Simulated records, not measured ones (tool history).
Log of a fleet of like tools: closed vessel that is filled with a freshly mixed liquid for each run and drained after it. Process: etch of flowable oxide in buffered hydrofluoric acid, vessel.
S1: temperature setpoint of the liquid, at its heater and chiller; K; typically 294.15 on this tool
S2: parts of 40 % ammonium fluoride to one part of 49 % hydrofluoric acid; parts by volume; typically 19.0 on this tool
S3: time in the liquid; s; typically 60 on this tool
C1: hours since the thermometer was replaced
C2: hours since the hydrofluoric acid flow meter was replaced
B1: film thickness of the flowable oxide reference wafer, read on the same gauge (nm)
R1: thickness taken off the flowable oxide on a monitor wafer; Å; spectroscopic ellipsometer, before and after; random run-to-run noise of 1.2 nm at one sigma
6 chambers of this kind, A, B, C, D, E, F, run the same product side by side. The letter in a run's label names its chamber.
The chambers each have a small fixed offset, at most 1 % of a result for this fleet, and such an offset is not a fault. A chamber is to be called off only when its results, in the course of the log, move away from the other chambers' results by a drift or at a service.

Run 1B, hour 9.5: usual settings; C1 982.8; C2 1814.0; B1 59.987. Result: R1 1464.3 Å.
Run 2D, hour 18.5: usual settings; C1 957.6; C2 506.8; B1 60.010. Result: R1 1440.4 Å.
Run 3E, hour 26.3: usual settings; C1 304.7; C2 1321.0; B1 60.005. Result: R1 1431.6 Å.
Run 4F, hour 37.1: usual settings; C1 653.1; C2 1464.7; B1 59.981. Result: R1 1458.5 Å.
Run 5C, hour 45.0: usual settings; C1 1551.2; C2 412.9; B1 59.975. Result: R1 1444.2 Å.
Run 6A, hour 60.8: usual settings; C1 400.1; C2 1002.6; B1 60.045. Result: R1 1429.2 Å.
At hour 68.4: chamber D: hydrofluoric acid flow meter replaced.
Run 7C, hour 69.1: usual settings; C1 1575.3; C2 437.0; B1 59.980. Result: R1 1436.7 Å.
Run 8E, hour 76.2: usual settings but S1 296.65 K, S2 22.5 parts by volume; C1 354.6; C2 1370.9; B1 60.025. Result: R1 1460.8 Å.
Run 9A, hour 85.8: usual settings but S1 296.65 K, S2 22.5 parts by volume; C1 425.1; C2 1027.6; B1 60.014. Result: R1 1459.1 Å.
Run 10F, hour 102.2: usual settings but S1 296.65 K, S2 22.5 parts by volume; C1 718.2; C2 1529.8; B1 60.009. Result: R1 1457.5 Å.
Run 11B, hour 115.7: usual settings but S1 296.65 K, S2 22.5 parts by volume; C1 1089.0; C2 1920.2; B1 59.994. Result: R1 1454.1 Å.
Run 12D, hour 130.0: usual settings but S1 296.65 K, S2 22.5 parts by volume; C1 1069.1; C2 61.7; B1 60.039. Result: R1 1443.9 Å.
Run 13C, hour 140.1: usual settings but S1 296.65 K, S2 22.5 parts by volume; C1 1646.3; C2 508.0; B1 60.004. Result: R1 1446.1 Å.
At hour 144.9: chamber B: hydrofluoric acid flow meter replaced.
Run 14D, hour 147.8: usual settings; C1 1086.9; C2 79.5; B1 59.963. Result: R1 1438.9 Å.
Run 15E, hour 155.5: usual settings; C1 433.9; C2 1450.2; B1 59.998. Result: R1 1405.7 Å.
Run 16B, hour 167.8: usual settings; C1 1141.1; C2 23.0; B1 59.983. Result: R1 1493.3 Å.
Run 17A, hour 182.9: usual settings; C1 522.2; C2 1124.7; B1 59.999. Result: R1 1433.2 Å.
Run 18F, hour 196.4: usual settings; C1 812.4; C2 1624.0; B1 59.992. Result: R1 1440.3 Å.
Run 19A, hour 209.3: usual settings; C1 548.6; C2 1151.1; B1 59.987. Result: R1 1447.3 Å.
Run 20D, hour 225.2: usual settings; C1 1164.3; C2 156.9; B1 59.997. Result: R1 1438.3 Å.
At hour 230.5: chamber C: thermometer replaced.
Run 21B, hour 239.0: usual settings; C1 1212.3; C2 94.2; B1 60.028. Result: R1 1522.0 Å.
Run 22C, hour 247.6: usual settings but S1 290.65 K; C1 17.2; C2 615.5; B1 59.968. Result: R1 1176.3 Å.
Run 23F, hour 260.8: usual settings but S1 290.65 K; C1 876.8; C2 1688.4; B1 60.002. Result: R1 1210.6 Å.
Run 24E, hour 276.1: usual settings but S1 290.65 K; C1 554.5; C2 1570.8; B1 59.988. Result: R1 1182.5 Å.
Run 25D, hour 284.3: usual settings but S1 290.65 K; C1 1223.4; C2 216.0; B1 60.001. Result: R1 1185.3 Å.
Run 26A, hour 296.0: usual settings but S1 290.65 K; C1 635.3; C2 1237.8; B1 60.025. Result: R1 1188.8 Å.
Run 27F, hour 309.7: usual settings but S1 290.65 K; C1 925.7; C2 1737.3; B1 59.981. Result: R1 1199.3 Å.
Run 28C, hour 322.1: usual settings; C1 91.7; C2 690.0; B1 59.992. Result: R1 1441.7 Å.
Run 29B, hour 337.2: usual settings; C1 1310.5; C2 192.4; B1 59.982. Result: R1 1578.0 Å.
At hour 340.4: chamber A: thermometer replaced.
Run 30E, hour 351.3: usual settings; C1 629.7; C2 1646.0; B1 59.999. Result: R1 1443.6 Å.
Run 31A, hour 358.5: usual settings; C1 18.2; C2 1300.3; B1 60.025. Result: R1 1433.6 Å.
At hour 360.7: chamber F: thermometer replaced.
Run 32E, hour 366.5: usual settings; C1 644.9; C2 1661.2; B1 59.998. Result: R1 1425.2 Å.
Run 33D, hour 375.8: usual settings; C1 1314.9; C2 307.5; B1 60.030. Result: R1 1438.2 Å.
Run 34F, hour 390.5: usual settings; C1 29.8; C2 1818.1; B1 60.017. Result: R1 1461.5 Å.
Run 35B, hour 405.9: usual settings; C1 1379.2; C2 261.1; B1 59.986. Result: R1 1562.0 Å.
Run 36C, hour 417.6: usual settings; C1 187.2; C2 785.5; B1 59.979. Result: R1 1451.3 Å.
Run 37B, hour 429.2: usual settings; C1 1402.5; C2 284.4; B1 60.006. Result: R1 1581.9 Å.
Run 38F, hour 443.7: usual settings; C1 83.0; C2 1871.3; B1 59.977. Result: R1 1438.9 Å.
Run 39C, hour 456.8: usual settings; C1 226.4; C2 824.7; B1 60.007. Result: R1 1426.0 Å.
Run 40E, hour 464.6: usual settings; C1 743.0; C2 1759.3; B1 60.022. Result: R1 1439.8 Å.
Run 41A, hour 478.2: usual settings but S2 11.5 parts by volume, S3 30 s; C1 137.9; C2 1420.0; B1 60.001. Result: R1 1162.5 Å.

Is one chamber off against the others, does the gauge drift, or is nothing wrong? If a chamber is off, say which, and what the likeliest cause is.

Chamber B drifts away from the others.
Likeliest cause: liquid hotter than its thermometer reads (K) = 2.06.

Below are 4 candidate recipes for chamber B's next run, each the usual settings with a change, their results shown as question marks. Which of them brings B's results back in line with what the other chambers give on the usual settings?
To be in line, a result may differ from the other chambers' mean on the usual settings by at most: R1 42.0 Å
Run 42B-1, hour 490.1: usual settings but S1 294.65 K, S2 17.5 parts by volume, S3 70 s. Result: R1 ?.
Run 42B-2, hour 490.1: usual settings but S1 293.65 K, S2 20.0 parts by volume, S3 50 s. Result: R1 ?.
Run 42B-3, hour 490.1: usual settings but S1 294.65 K, S2 18.5 parts by volume, S3 65 s. Result: R1 ?.
Run 42B-4, hour 490.1: usual settings but S2 22.0 parts by volume. Result: R1 ?.

Mean of the other chambers on the usual settings: R1 1436.8 Å
  run      R1
42B-1  2109.7
42B-2  1251.9
42B-3  1855.1
42B-4  1446.6
42B-4 is the one that brings the chamber's results back in line with the other chambers.
